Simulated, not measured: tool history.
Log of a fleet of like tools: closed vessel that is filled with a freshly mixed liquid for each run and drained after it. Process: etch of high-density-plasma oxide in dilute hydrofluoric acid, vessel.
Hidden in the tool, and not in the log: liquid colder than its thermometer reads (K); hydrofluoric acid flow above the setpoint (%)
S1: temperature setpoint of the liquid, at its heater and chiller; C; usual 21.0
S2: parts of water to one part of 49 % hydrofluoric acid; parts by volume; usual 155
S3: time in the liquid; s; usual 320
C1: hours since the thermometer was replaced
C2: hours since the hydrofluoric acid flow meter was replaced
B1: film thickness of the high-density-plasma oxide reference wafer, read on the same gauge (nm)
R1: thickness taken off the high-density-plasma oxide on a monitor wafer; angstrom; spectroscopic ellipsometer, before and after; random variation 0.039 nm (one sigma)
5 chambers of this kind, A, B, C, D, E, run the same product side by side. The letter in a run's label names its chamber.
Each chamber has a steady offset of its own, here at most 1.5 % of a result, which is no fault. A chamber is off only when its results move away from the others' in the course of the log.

run,day,S1,S2,S3,C1,C2,B1,R1
# day 0.292: chamber E: thermometer replaced
1A,0.525,21.0,155,320,435.3,278.7,80.008,109.510
2C,0.858,21.0,155,320,453.6,31.6,79.939,110.240
3D,1.258,21.0,155,320,335.8,2014.6,80.009,111.810
4B,1.654,21.0,155,320,872.4,1160.1,79.976,110.480
5E,2.012,21.0,155,320,41.4,476.3,79.987,111.390
6A,2.600,21.0,155,320,485.1,328.5,79.991,109.820
7E,2.962,21.0,215,320,64.2,499.1,80.075,75.274
8C,3.462,21.0,215,320,516.1,94.1,80.026,75.496
9B,3.938,21.0,215,320,927.2,1214.9,79.975,74.535
10D,4.296,21.0,215,320,408.7,2087.5,79.974,75.337
11D,4.558,21.0,215,320,415.0,2093.8,79.984,75.217
12E,5.158,21.0,155,320,116.9,551.8,79.962,110.560
13B,5.771,21.0,155,320,971.2,1258.9,80.036,109.550
14A,6.333,21.0,155,320,574.7,418.1,80.015,108.180
15C,6.679,21.0,155,320,593.3,171.3,80.015,110.540
16C,7.258,21.0,155,320,607.2,185.2,80.013,111.460
17D,7.688,22.5,155,505,490.1,2168.9,80.001,186.300
18A,8.154,22.5,155,505,618.4,461.8,79.976,181.090
19B,8.662,22.5,155,505,1040.6,1328.3,79.949,185.360
# day 8.954: chamber D: hydrofluoric acid flow meter replaced
20E,9.071,22.5,155,505,210.8,645.7,79.998,185.550
21E,9.421,22.5,155,505,219.2,654.1,79.957,184.800
22C,9.688,21.0,155,320,665.5,243.5,80.015,111.780
23A,10.012,21.0,155,320,663.0,506.4,79.999,107.540
24D,10.479,21.0,155,320,557.1,36.7,79.995,111.410
25B,11.079,21.0,155,320,1098.6,1386.3,79.964,110.000
26D,11.496,21.0,155,320,581.5,61.1,80.008,110.840
# day 11.712: chamber C: thermometer replaced
27E,12.079,21.0,155,320,283.0,717.9,80.021,110.540
28C,12.471,21.0,155,320,18.3,310.3,80.030,110.890
# day 12.983: chamber B: thermometer replaced
29A,13.058,21.0,155,320,736.1,579.5,79.977,106.100
30B,13.379,21.0,225,255,9.5,1441.5,80.008,56.390
31A,13.854,21.0,225,255,755.2,598.6,80.011,54.007

Is one chamber off against the others, does the gauge drift, or is nothing wrong? If a chamber is off, say which, and what the likeliest cause is.

Chamber A drifts away from the others.
Cause: liquid colder than its thermometer reads (K) = 0.893.
The log may not tell that from: hydrofluoric acid flow below the setpoint (%).

Here are 4 candidates for chamber A's next run, each the usual settings with a change, their results left as question marks. Which one brings its results back in line with what the others give on the usual settings?
In line means no further than this from the other chambers' mean on the usual settings: R1 1.400 angstrom
32A-1,14.292,20.5,155,320,,,,?
32A-2,14.292,21.5,155,320,,,,?
32A-3,14.292,21.0,155,305,,,,?
32A-4,14.292,21.0,150,325,,,,?

The other chambers' mean on the usual settings: R1 111.040 angstrom
run,R1
32A-1,103.470
32A-2,107.690
32A-3,100.640
32A-4,111.440
32A-4 brings the chamber back in line.

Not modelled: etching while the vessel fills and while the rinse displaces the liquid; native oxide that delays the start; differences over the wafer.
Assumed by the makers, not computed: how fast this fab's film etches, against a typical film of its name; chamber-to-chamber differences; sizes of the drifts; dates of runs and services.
